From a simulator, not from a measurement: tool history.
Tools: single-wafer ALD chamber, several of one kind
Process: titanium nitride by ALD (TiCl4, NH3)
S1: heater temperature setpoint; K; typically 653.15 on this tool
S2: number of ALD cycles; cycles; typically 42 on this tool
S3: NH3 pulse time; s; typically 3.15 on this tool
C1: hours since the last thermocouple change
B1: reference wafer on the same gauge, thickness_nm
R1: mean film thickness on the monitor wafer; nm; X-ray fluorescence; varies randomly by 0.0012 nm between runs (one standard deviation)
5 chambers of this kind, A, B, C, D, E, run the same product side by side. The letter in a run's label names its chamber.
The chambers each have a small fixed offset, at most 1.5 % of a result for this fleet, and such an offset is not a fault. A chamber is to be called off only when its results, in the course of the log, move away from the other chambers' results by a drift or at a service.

run 1D hour=9.9 | S1=653.15 S2=42 S3=3.15 | C1=1149.1 | B1=0.88106 | R1=0.92792
run 2B hour=16.8 | S1=653.15 S2=42 S3=3.15 | C1=1881.8 | B1=0.88136 | R1=0.94104
run 3E hour=24.2 | S1=653.15 S2=42 S3=3.15 | C1=27.8 | B1=0.88132 | R1=0.92703
run 4C hour=29.5 | S1=653.15 S2=42 S3=3.15 | C1=1063.7 | B1=0.88156 | R1=0.92869
run 5A hour=36 | S1=653.15 S2=42 S3=3.15 | C1=966.3 | B1=0.88162 | R1=0.93097
run 6A hour=45.2 | S1=653.15 S2=42 S3=3.15 | C1=975.5 | B1=0.88172 | R1=0.93043
run 7E hour=54.1 | S1=653.15 S2=42 S3=3.15 | C1=57.7 | B1=0.88179 | R1=0.92637
-- hour=62.2 chamber A: thermocouple changed; heater temperature recalibrated
run 8C hour=63.4 | S1=653.15 S2=42 S3=3.15 | C1=1097.6 | B1=0.88178 | R1=0.92874
run 9D hour=71 | S1=653.15 S2=42 S3=3.15 | C1=1210.2 | B1=0.88197 | R1=0.9268
run 10B hour=76.3 | S1=653.15 S2=42 S3=3.15 | C1=1941.3 | B1=0.88255 | R1=0.94293
run 11D hour=84.4 | S1=653.15 S2=42 S3=3.15 | C1=1223.6 | B1=0.88244 | R1=0.92668
run 12A hour=92.2 | S1=653.15 S2=42 S3=3.15 | C1=30 | B1=0.88278 | R1=0.93297
run 13B hour=97.2 | S1=653.15 S2=42 S3=3.15 | C1=1962.2 | B1=0.8828 | R1=0.94255
run 14E hour=104.9 | S1=653.15 S2=42 S3=3.15 | C1=108.5 | B1=0.88247 | R1=0.92635
run 15C hour=112.7 | S1=653.15 S2=42 S3=3.15 | C1=1146.9 | B1=0.8828 | R1=0.92753
run 16D hour=119 | S1=653.15 S2=42 S3=3.15 | C1=1258.2 | B1=0.88311 | R1=0.92548
run 17E hour=124.6 | S1=659.15 S2=42 S3=3.15 | C1=128.2 | B1=0.88322 | R1=0.93101
run 18C hour=132.3 | S1=659.15 S2=42 S3=3.15 | C1=1166.5 | B1=0.88322 | R1=0.93294
run 19A hour=139.9 | S1=659.15 S2=42 S3=3.15 | C1=77.7 | B1=0.88318 | R1=0.93808
run 20B hour=150.5 | S1=659.15 S2=42 S3=3.15 | C1=2015.5 | B1=0.88347 | R1=0.94716
run 21A hour=155.5 | S1=659.15 S2=42 S3=3.15 | C1=93.3 | B1=0.88382 | R1=0.93888
run 22B hour=166.3 | S1=653.15 S2=42 S3=3.15 | C1=2031.3 | B1=0.88347 | R1=0.94424
run 23E hour=176.4 | S1=653.15 S2=42 S3=3.15 | C1=180 | B1=0.88414 | R1=0.92686
run 24C hour=181.7 | S1=653.15 S2=42 S3=3.96 | C1=1215.9 | B1=0.8841 | R1=0.94003
run 25D hour=191 | S1=653.15 S2=42 S3=3.96 | C1=1330.2 | B1=0.88384 | R1=0.93923
run 26C hour=197.7 | S1=653.15 S2=42 S3=3.96 | C1=1231.9 | B1=0.8845 | R1=0.93904
run 27A hour=207.4 | S1=653.15 S2=42 S3=3.96 | C1=145.2 | B1=0.88501 | R1=0.94639
run 28B hour=212.8 | S1=653.15 S2=42 S3=3.96 | C1=2077.8 | B1=0.88435 | R1=0.95488
run 29D hour=219.2 | S1=653.15 S2=42 S3=3.15 | C1=1358.4 | B1=0.88492 | R1=0.92634
run 30E hour=229.7 | S1=653.15 S2=42 S3=2.15 | C1=233.3 | B1=0.8846 | R1=0.91238
run 31E hour=234.6 | S1=653.15 S2=42 S3=2.15 | C1=238.2 | B1=0.88512 | R1=0.91304
run 32A hour=241.2 | S1=653.15 S2=42 S3=2.15 | C1=179 | B1=0.88494 | R1=0.91832
run 33D hour=251.8 | S1=653.15 S2=42 S3=2.15 | C1=1391 | B1=0.88499 | R1=0.91019
run 34B hour=256.4 | S1=653.15 S2=42 S3=2.15 | C1=2121.4 | B1=0.88536 | R1=0.9288
run 35C hour=266.5 | S1=653.15 S2=42 S3=3.15 | C1=1300.7 | B1=0.88566 | R1=0.93208
run 36B hour=276.8 | S1=653.15 S2=42 S3=3.15 | C1=2141.8 | B1=0.88556 | R1=0.947

Has any chamber moved away from the others, gradually or after a service, or does the common gauge drift, or do the chambers differ only by their own small steady offsets? State the chamber and the most likely cause if one applies.

Every chamber seems to shift together because the gauge that measures them all drifts; the chambers themselves are fine.
What lies behind it: gauge reads high (%) = 0.548.
